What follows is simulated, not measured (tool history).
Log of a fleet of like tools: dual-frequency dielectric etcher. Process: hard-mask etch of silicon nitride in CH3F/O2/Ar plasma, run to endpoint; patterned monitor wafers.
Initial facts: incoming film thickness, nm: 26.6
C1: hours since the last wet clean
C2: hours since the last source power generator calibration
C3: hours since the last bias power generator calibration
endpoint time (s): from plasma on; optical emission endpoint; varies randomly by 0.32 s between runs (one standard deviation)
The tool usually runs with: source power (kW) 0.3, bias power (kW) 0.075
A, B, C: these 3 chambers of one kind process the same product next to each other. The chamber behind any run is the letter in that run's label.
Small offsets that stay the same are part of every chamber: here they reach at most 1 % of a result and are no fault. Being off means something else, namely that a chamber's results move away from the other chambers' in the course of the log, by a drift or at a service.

{"run": "1C", "hour": 14.8, "source power (kW)": 0.3, "bias power (kW)": 0.075, "C1": 53.7, "C2": 539.8, "C3": 3350, "endpoint time (s)": 43.109}
{"run": "2A", "hour": 25.9, "source power (kW)": 0.3, "bias power (kW)": 0.075, "C1": 122, "C2": 3639.3, "C3": 102.6, "endpoint time (s)": 43.104}
{"run": "3B", "hour": 38.6, "source power (kW)": 0.3, "bias power (kW)": 0.075, "C1": 203, "C2": 44.7, "C3": 2007.6, "endpoint time (s)": 42.723}
{"run": "4A", "hour": 52.9, "source power (kW)": 0.3, "bias power (kW)": 0.075, "C1": 149, "C2": 3666.3, "C3": 129.6, "endpoint time (s)": 42.667}
{"hour": 60.9, "done": "chamber A: source power generator calibrated"}
{"run": "5C", "hour": 64.7, "source power (kW)": 0.3, "bias power (kW)": 0.075, "C1": 103.6, "C2": 589.7, "C3": 3399.9, "endpoint time (s)": 42.072}
{"run": "6B", "hour": 73.2, "source power (kW)": 0.3, "bias power (kW)": 0.075, "C1": 237.6, "C2": 79.3, "C3": 2042.2, "endpoint time (s)": 42.454}
{"run": "7C", "hour": 81.8, "source power (kW)": 0.3, "bias power (kW)": 0.075, "C1": 120.7, "C2": 606.8, "C3": 3417, "endpoint time (s)": 42.533}
{"run": "8B", "hour": 89.4, "source power (kW)": 0.3, "bias power (kW)": 0.075, "C1": 253.8, "C2": 95.5, "C3": 2058.4, "endpoint time (s)": 42.26}
{"run": "9A", "hour": 101.7, "source power (kW)": 0.26, "bias power (kW)": 0.075, "C1": 197.8, "C2": 40.9, "C3": 178.4, "endpoint time (s)": 44.977}
{"run": "10A", "hour": 117.3, "source power (kW)": 0.26, "bias power (kW)": 0.075, "C1": 213.4, "C2": 56.5, "C3": 194, "endpoint time (s)": 44.578}
{"run": "11B", "hour": 130.8, "source power (kW)": 0.26, "bias power (kW)": 0.075, "C1": 295.2, "C2": 136.9, "C3": 2099.8, "endpoint time (s)": 45.157}
{"run": "12C", "hour": 145.9, "source power (kW)": 0.3, "bias power (kW)": 0.075, "C1": 184.8, "C2": 670.9, "C3": 3481.1, "endpoint time (s)": 42.637}
{"hour": 154.8, "done": "chamber C: bias power generator calibrated"}
{"run": "13A", "hour": 156.8, "source power (kW)": 0.3, "bias power (kW)": 0.075, "C1": 252.9, "C2": 96, "C3": 233.5, "endpoint time (s)": 42.5}
{"run": "14C", "hour": 167.9, "source power (kW)": 0.3, "bias power (kW)": 0.075, "C1": 206.8, "C2": 692.9, "C3": 13.1, "endpoint time (s)": 42.418}
{"run": "15B", "hour": 182.5, "source power (kW)": 0.3, "bias power (kW)": 0.075, "C1": 346.9, "C2": 188.6, "C3": 2151.5, "endpoint time (s)": 43.04}
{"run": "16C", "hour": 191.6, "source power (kW)": 0.3, "bias power (kW)": 0.075, "C1": 230.5, "C2": 716.6, "C3": 36.8, "endpoint time (s)": 43.01}
{"run": "17A", "hour": 198.9, "source power (kW)": 0.3, "bias power (kW)": 0.075, "C1": 295, "C2": 138.1, "C3": 275.6, "endpoint time (s)": 42.75}
{"run": "18B", "hour": 206.3, "source power (kW)": 0.36, "bias power (kW)": 0.075, "C1": 370.7, "C2": 212.4, "C3": 2175.3, "endpoint time (s)": 39.708}
{"run": "19C", "hour": 221.3, "source power (kW)": 0.36, "bias power (kW)": 0.075, "C1": 260.2, "C2": 746.3, "C3": 66.5, "endpoint time (s)": 39.433}
{"run": "20A", "hour": 236.2, "source power (kW)": 0.36, "bias power (kW)": 0.075, "C1": 332.3, "C2": 175.4, "C3": 312.9, "endpoint time (s)": 39.812}
{"run": "21B", "hour": 250.7, "source power (kW)": 0.3, "bias power (kW)": 0.075, "C1": 415.1, "C2": 256.8, "C3": 2219.7, "endpoint time (s)": 42.876}
{"run": "22A", "hour": 262.6, "source power (kW)": 0.3, "bias power (kW)": 0.075, "C1": 358.7, "C2": 201.8, "C3": 339.3, "endpoint time (s)": 42.473}
{"run": "23C", "hour": 274.3, "source power (kW)": 0.3, "bias power (kW)": 0.075, "C1": 313.2, "C2": 799.3, "C3": 119.5, "endpoint time (s)": 42.321}
{"run": "24B", "hour": 284.3, "source power (kW)": 0.3, "bias power (kW)": 0.075, "C1": 448.7, "C2": 290.4, "C3": 2253.3, "endpoint time (s)": 42.465}
{"run": "25A", "hour": 294.5, "source power (kW)": 0.3, "bias power (kW)": 0.075, "C1": 390.6, "C2": 233.7, "C3": 371.2, "endpoint time (s)": 42.759}
{"run": "26B", "hour": 306.4, "source power (kW)": 0.24, "bias power (kW)": 0.068, "C1": 470.8, "C2": 312.5, "C3": 2275.4, "endpoint time (s)": 47.965}
{"hour": 309.4, "done": "chamber A: wet clean of the chamber"}
{"hour": 309.8, "done": "chamber C: wet clean of the chamber"}
{"run": "27C", "hour": 316.7, "source power (kW)": 0.24, "bias power (kW)": 0.068, "C1": 6.9, "C2": 841.7, "C3": 161.9, "endpoint time (s)": 47.424}
{"run": "28B", "hour": 324.5, "source power (kW)": 0.24, "bias power (kW)": 0.068, "C1": 488.9, "C2": 330.6, "C3": 2293.5, "endpoint time (s)": 47.817}
{"run": "29A", "hour": 334.6, "source power (kW)": 0.3, "bias power (kW)": 0.075, "C1": 25.2, "C2": 273.8, "C3": 411.3, "endpoint time (s)": 42.632}
{"run": "30C", "hour": 349.6, "source power (kW)": 0.33, "bias power (kW)": 0.075, "C1": 39.8, "C2": 874.6, "C3": 194.8, "endpoint time (s)": 40.967}
{"run": "31B", "hour": 359.5, "source power (kW)": 0.33, "bias power (kW)": 0.075, "C1": 523.9, "C2": 365.6, "C3": 2328.5, "endpoint time (s)": 41.021}
{"run": "32C", "hour": 367.4, "source power (kW)": 0.33, "bias power (kW)": 0.075, "C1": 57.6, "C2": 892.4, "C3": 212.6, "endpoint time (s)": 41.352}
{"run": "33A", "hour": 379.0, "source power (kW)": 0.3, "bias power (kW)": 0.075, "C1": 69.6, "C2": 318.2, "C3": 455.7, "endpoint time (s)": 42.101}
{"run": "34C", "hour": 388.9, "source power (kW)": 0.3, "bias power (kW)": 0.075, "C1": 79.1, "C2": 913.9, "C3": 234.1, "endpoint time (s)": 42.23}
{"run": "35A", "hour": 403.3, "source power (kW)": 0.3, "bias power (kW)": 0.075, "C1": 93.9, "C2": 342.5, "C3": 480, "endpoint time (s)": 41.696}

Has any chamber moved away from the others, gradually or after a service, or does the common gauge drift, or do the chambers differ only by their own small steady offsets? State the chamber and the most likely cause if one applies.

Beyond each chamber's small constant offset nothing stands out, and the gauge stays steady.

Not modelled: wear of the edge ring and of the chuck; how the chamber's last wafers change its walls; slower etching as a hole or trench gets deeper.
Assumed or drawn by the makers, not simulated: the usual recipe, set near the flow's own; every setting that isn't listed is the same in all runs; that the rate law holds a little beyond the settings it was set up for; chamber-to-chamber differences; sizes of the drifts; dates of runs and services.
